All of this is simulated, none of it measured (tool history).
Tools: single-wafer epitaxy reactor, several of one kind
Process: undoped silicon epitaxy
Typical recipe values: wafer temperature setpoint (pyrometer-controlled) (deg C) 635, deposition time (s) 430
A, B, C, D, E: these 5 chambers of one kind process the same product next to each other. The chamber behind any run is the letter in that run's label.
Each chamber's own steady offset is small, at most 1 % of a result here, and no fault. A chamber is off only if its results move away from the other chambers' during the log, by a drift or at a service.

run   hour  wafer temperature setpoint (pyrometer-controlled) (deg C)  deposition time (s)  read-back reference wafer on the same gauge, thickness_nm  mean film thickness on the monitor wafer (nm)
 1C   11.9                                                        635                  430                                                     50.873                                         51.521
 2E   21.0                                                        635                  430                                                     50.922                                         51.923
 3D   33.1                                                        635                  430                                                     50.897                                         52.223
 4B   47.1                                                        635                  430                                                     50.872                                         51.412
 5A   54.7                                                        635                  430                                                     50.886                                         51.942
      58.1  -- chamber E: pyrometer calibrated
 6B   62.9                                                        625                  430                                                     50.900                                         40.811
 7C   71.2                                                        625                  430                                                     50.879                                         41.113
 8D   82.0                                                        625                  430                                                     50.888                                         41.108
      82.5  -- chamber C: pyrometer calibrated
 9E   89.1                                                        625                  430                                                     50.884                                         41.242
10A   97.1                                                        625                  430                                                     50.907                                         41.238
11A  109.1                                                        635                  430                                                     50.939                                         52.085
12B  117.6                                                        635                  430                                                     50.954                                         51.514
13C  129.5                                                        635                  430                                                     50.908                                         52.075
14E  137.2                                                        635                  430                                                     50.891                                         51.535
15D  147.6                                                        635                  430                                                     50.844                                         52.068
16A  154.2                                                        635                  430                                                     50.926                                         51.820
17E  163.2                                                        635                  430                                                     50.848                                         51.696
18B  171.1                                                        635                  430                                                     50.880                                         51.412
19D  179.6                                                        635                  398                                                     50.895                                         48.174
20C  188.5                                                        635                  398                                                     50.863                                         48.014
21A  202.1                                                        635                  398                                                     50.889                                         48.101
22D  209.1                                                        635                  398                                                     50.937                                         48.251
23E  218.9                                                        635                  398                                                     50.893                                         48.050
24B  232.5                                                        635                  430                                                     50.869                                         51.286
25C  242.6                                                        646                  430                                                     50.908                                         66.179
26C  250.4                                                        646                  430                                                     50.892                                         65.908
27D  257.6                                                        646                  430                                                     50.903                                         66.862
28B  268.1                                                        646                  430                                                     50.897                                         65.799
29A  281.1                                                        646                  430                                                     50.912                                         66.222
30E  290.1                                                        635                  430                                                     50.877                                         51.859
31D  296.5                                                        635                  430                                                     50.927                                         51.801
32C  309.5                                                        635                  430                                                     50.895                                         51.831
33B  324.0                                                        635                  430                                                     50.898                                         51.299
34A  336.6                                                        635                  430                                                     50.916                                         51.808
35E  348.3                                                        635                  430                                                     50.881                                         51.730
36D  359.7                                                        635                  430                                                     50.909                                         52.099
37B  369.2                                                        635                  430                                                     50.871                                         51.295
38A  382.6                                                        635                  430                                                     50.924                                         51.610
39C  396.4                                                        635                  430                                                     50.912                                         51.685
40E  405.1                                                        635                  430                                                     50.941                                         51.961
41B  415.1                                                        635                  430                                                     50.943                                         51.252
42E  429.3                                                        635                  468                                                     50.903                                         56.475

Each of the 5 chambers runs these same settings next. Fill in every chamber's results:
43A  439.6                                                        635                  430                                                                                                         ?
43B  439.6                                                        635                  430                                                                                                         ?
43C  439.6                                                        635                  430                                                                                                         ?
43D  439.6                                                        635                  430                                                                                                         ?
43E  439.6                                                        635                  430                                                                                                         ?

run  mean film thickness on the monitor wafer (nm)
43A                                         51.797
43B                                         51.103
43C                                         51.570
43D                                         52.080
43E                                         52.094

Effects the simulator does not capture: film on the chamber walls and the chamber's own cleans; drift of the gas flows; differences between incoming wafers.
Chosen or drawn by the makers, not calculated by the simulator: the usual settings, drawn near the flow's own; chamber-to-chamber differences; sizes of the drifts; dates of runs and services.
